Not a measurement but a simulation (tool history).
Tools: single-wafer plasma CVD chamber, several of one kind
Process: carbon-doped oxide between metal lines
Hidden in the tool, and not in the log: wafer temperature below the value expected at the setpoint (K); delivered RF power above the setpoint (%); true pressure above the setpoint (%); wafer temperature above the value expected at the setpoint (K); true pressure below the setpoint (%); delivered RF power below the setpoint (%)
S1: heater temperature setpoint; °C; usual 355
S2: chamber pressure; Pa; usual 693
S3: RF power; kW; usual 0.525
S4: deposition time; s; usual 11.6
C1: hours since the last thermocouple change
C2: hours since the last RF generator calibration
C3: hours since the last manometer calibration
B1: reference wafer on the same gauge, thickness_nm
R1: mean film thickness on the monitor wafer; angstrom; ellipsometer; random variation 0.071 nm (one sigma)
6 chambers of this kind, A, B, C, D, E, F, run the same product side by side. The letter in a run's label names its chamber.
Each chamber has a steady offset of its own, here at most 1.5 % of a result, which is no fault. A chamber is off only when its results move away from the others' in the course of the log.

run,hour,S1,S2,S3,S4,C1,C2,C3,B1,R1
1A,10.1,355,693,0.525,11.6,26.9,2016.8,2263.0,64.480,618.61
2F,23.2,355,693,0.525,11.6,293.6,1777.7,477.5,64.519,611.62
3B,31.0,355,693,0.525,11.6,1873.9,1245.0,119.4,64.538,621.70
# hour 40.1: chamber A: capacitance manometer re-zeroed and calibrated
4C,42.4,355,693,0.525,11.6,999.7,1372.7,810.9,64.534,612.95
5D,50.9,355,693,0.525,13.1,190.5,1260.6,231.5,64.546,688.60
6E,60.8,355,693,0.525,13.1,276.2,1254.7,682.7,64.542,686.72
# hour 70.2: chamber F: RF generator calibrated
7A,71.7,355,693,0.525,13.1,88.5,2078.4,31.7,64.539,698.84
# hour 78.4: chamber C: RF generator calibrated
8F,84.0,355,693,0.525,13.1,354.4,13.8,538.3,64.562,690.89
# hour 91.7: chamber E: RF generator calibrated
9D,95.6,355,693,0.525,13.1,235.2,1305.3,276.2,64.568,690.10
10E,107.1,355,693,0.525,13.1,322.5,15.5,729.0,64.571,687.50
11C,117.0,355,693,0.525,11.6,1074.3,38.7,885.5,64.581,614.78
12B,128.3,355,693,0.525,11.6,1971.2,1342.3,216.7,64.587,620.92
13A,137.8,355,693,0.525,11.6,154.6,2144.5,97.8,64.598,619.04
14E,152.0,355,693,0.525,11.6,367.4,60.4,773.9,64.600,609.54
15F,158.5,355,693,0.525,11.6,428.9,88.3,612.8,64.597,613.48
16D,171.4,355,693,0.525,11.6,311.0,1381.1,352.0,64.622,614.33
17C,184.7,363,693,0.525,11.6,1142.0,106.4,953.2,64.630,602.41
18B,196.5,363,693,0.525,11.6,2039.4,1410.5,284.9,64.637,607.16
19A,209.0,363,693,0.525,11.6,225.8,2215.7,169.0,64.634,608.09
20C,216.2,363,693,0.525,11.6,1173.5,137.9,984.7,64.651,601.32
21D,230.2,363,693,0.525,11.6,369.8,1439.9,410.8,64.652,600.24
22E,241.0,363,693,0.525,11.6,456.4,149.4,862.9,64.673,598.06
23F,248.9,355,693,0.525,11.6,519.3,178.7,703.2,64.649,613.55
24B,263.2,355,693,0.525,11.6,2106.1,1477.2,351.6,64.680,622.97
25B,271.6,355,693,0.525,11.6,2114.5,1485.6,360.0,64.684,621.85
26C,280.9,355,693,0.525,11.6,1238.2,202.6,1049.4,64.687,615.83
# hour 287.2: chamber A: RF generator calibrated
27A,289.5,355,693,0.525,11.6,306.3,2.3,249.5,64.710,619.91
28F,298.9,355,693,0.525,11.6,569.3,228.7,753.2,64.710,613.89
29D,308.9,355,693,0.525,11.6,448.5,1518.6,489.5,64.715,612.97
30E,320.8,355,693,0.525,11.6,536.2,229.2,942.7,64.702,611.53
31B,327.4,355,693,0.525,11.6,2170.3,1541.4,415.8,64.727,622.73
32F,339.8,355,693,0.525,11.6,610.2,269.6,794.1,64.736,614.78
33A,351.9,355,693,0.525,11.6,368.7,64.7,311.9,64.724,620.88
34D,365.3,355,693,0.525,11.6,504.9,1575.0,545.9,64.735,612.48
35C,376.7,355,693,0.525,11.6,1334.0,298.4,1145.2,64.752,616.30
36E,389.4,355,693,0.525,11.6,604.8,297.8,1011.3,64.769,612.36
37F,401.8,355,693,0.525,11.6,672.2,331.6,856.1,64.766,615.02
38C,411.3,355,693,0.525,11.6,1368.6,333.0,1179.8,64.779,616.69
39A,423.9,355,693,0.525,11.6,440.7,136.7,383.9,64.772,621.28
40E,432.6,355,693,0.525,11.6,648.0,341.0,1054.5,64.805,611.45
41B,443.7,355,693,0.525,11.6,2286.6,1657.7,532.1,64.806,623.54

Next, every chamber runs the same settings. What will each give?
42A,454.4,355,573,0.525,11.6,,,,,?
42B,454.4,355,573,0.525,11.6,,,,,?
42C,454.4,355,573,0.525,11.6,,,,,?
42D,454.4,355,573,0.525,11.6,,,,,?
42E,454.4,355,573,0.525,11.6,,,,,?
42F,454.4,355,573,0.525,11.6,,,,,?

run,R1
42A,606.18
42B,607.23
42C,600.54
42D,598.20
42E,594.58
42F,599.53
